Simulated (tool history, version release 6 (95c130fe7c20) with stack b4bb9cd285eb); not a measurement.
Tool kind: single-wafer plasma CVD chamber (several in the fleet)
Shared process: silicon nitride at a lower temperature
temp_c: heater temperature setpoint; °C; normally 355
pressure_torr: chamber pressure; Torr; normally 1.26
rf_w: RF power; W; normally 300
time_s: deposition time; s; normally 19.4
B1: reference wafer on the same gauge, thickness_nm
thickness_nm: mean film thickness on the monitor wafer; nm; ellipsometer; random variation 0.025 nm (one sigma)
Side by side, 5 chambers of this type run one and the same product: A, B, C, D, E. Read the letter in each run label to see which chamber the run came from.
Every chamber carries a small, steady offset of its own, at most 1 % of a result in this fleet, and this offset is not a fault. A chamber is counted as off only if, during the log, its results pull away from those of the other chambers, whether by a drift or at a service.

Run 1D, hour 5.9: usual settings; B1 24.111. Result: thickness_nm 21.191 nm.
Run 2A, hour 13.9: usual settings; B1 24.100. Result: thickness_nm 21.332 nm.
Run 3E, hour 24.9: usual settings; B1 24.102. Result: thickness_nm 21.190 nm.
Run 4B, hour 36.0: usual settings; B1 24.103. Result: thickness_nm 21.188 nm.
Run 5C, hour 46.8: usual settings; B1 24.114. Result: thickness_nm 21.078 nm.
At hour 51.1: chamber B: capacitance manometer re-zeroed and calibrated.
Run 6D, hour 52.3: usual settings; B1 24.120. Result: thickness_nm 21.168 nm.
Run 7B, hour 59.9: usual settings; B1 24.116. Result: thickness_nm 21.245 nm.
Run 8A, hour 65.2: usual settings; B1 24.125. Result: thickness_nm 21.329 nm.
Run 9E, hour 70.5: usual settings; B1 24.125. Result: thickness_nm 21.232 nm.
Run 10C, hour 78.7: usual settings; B1 24.132. Result: thickness_nm 21.144 nm.
Run 11A, hour 88.9: usual settings but temp_c 340 °C; B1 24.134. Result: thickness_nm 21.501 nm.
Run 12C, hour 95.7: usual settings but temp_c 340 °C; B1 24.125. Result: thickness_nm 21.248 nm.
Run 13B, hour 104.8: usual settings but temp_c 340 °C; B1 24.134. Result: thickness_nm 21.407 nm.
Run 14E, hour 115.0: usual settings but temp_c 340 °C; B1 24.141. Result: thickness_nm 21.345 nm.
Run 15D, hour 125.2: usual settings but temp_c 340 °C; B1 24.143. Result: thickness_nm 21.351 nm.
Run 16B, hour 131.7: usual settings; B1 24.145. Result: thickness_nm 21.207 nm.
Run 17D, hour 138.0: usual settings; B1 24.144. Result: thickness_nm 21.219 nm.
Run 18C, hour 147.3: usual settings but temp_c 343 °C, pressure_torr 1.44 Torr; B1 24.156. Result: thickness_nm 22.091 nm.
Run 19E, hour 157.7: usual settings but temp_c 343 °C, pressure_torr 1.44 Torr; B1 24.159. Result: thickness_nm 22.201 nm.
Run 20A, hour 164.6: usual settings but temp_c 343 °C, pressure_torr 1.44 Torr; B1 24.161. Result: thickness_nm 22.298 nm.
Run 21E, hour 169.5: usual settings but temp_c 343 °C, pressure_torr 1.44 Torr; B1 24.161. Result: thickness_nm 22.171 nm.
Run 22B, hour 177.6: usual settings but temp_c 343 °C, pressure_torr 1.44 Torr; B1 24.164. Result: thickness_nm 22.195 nm.
Run 23D, hour 187.1: usual settings; B1 24.165. Result: thickness_nm 21.259 nm.
Run 24C, hour 192.7: usual settings; B1 24.170. Result: thickness_nm 21.212 nm.
Run 25A, hour 202.1: usual settings; B1 24.171. Result: thickness_nm 21.378 nm.
At hour 209.4: chamber C: RF generator calibrated.
Run 26B, hour 211.6: usual settings; B1 24.171. Result: thickness_nm 21.304 nm.
Run 27C, hour 222.6: usual settings but rf_w 335 W; B1 24.170. Result: thickness_nm 22.765 nm.
Run 28D, hour 233.0: usual settings but rf_w 335 W; B1 24.190. Result: thickness_nm 22.895 nm.
Run 29E, hour 241.7: usual settings but rf_w 335 W; B1 24.185. Result: thickness_nm 22.908 nm.
Run 30A, hour 252.8: usual settings but rf_w 335 W; B1 24.192. Result: thickness_nm 23.045 nm.
Run 31B, hour 258.6: usual settings but rf_w 335 W; B1 24.200. Result: thickness_nm 22.941 nm.
Run 32D, hour 266.3: usual settings; B1 24.194. Result: thickness_nm 21.247 nm.
Run 33E, hour 273.4: usual settings; B1 24.197. Result: thickness_nm 21.327 nm.
Run 34A, hour 278.3: usual settings; B1 24.199. Result: thickness_nm 21.421 nm.
Run 35C, hour 286.5: usual settings; B1 24.209. Result: thickness_nm 21.236 nm.
Run 36B, hour 294.0: usual settings; B1 24.205. Result: thickness_nm 21.326 nm.
Run 37E, hour 302.7: usual settings; B1 24.215. Result: thickness_nm 21.309 nm.
Run 38D, hour 310.2: usual settings; B1 24.209. Result: thickness_nm 21.248 nm.
Run 39C, hour 318.4: usual settings but rf_w 270 W; B1 24.212. Result: thickness_nm 19.747 nm.

Next, every chamber runs the same settings. What will each give?
Run 40A, hour 326.5: usual settings. Result: thickness_nm ?.
Run 40B, hour 326.5: usual settings. Result: thickness_nm ?.
Run 40C, hour 326.5: usual settings. Result: thickness_nm ?.
Run 40D, hour 326.5: usual settings. Result: thickness_nm ?.
Run 40E, hour 326.5: usual settings. Result: thickness_nm ?.

run  thickness_nm
40A        21.391
40B        21.329
40C        21.205
40D        21.332
40E        21.290
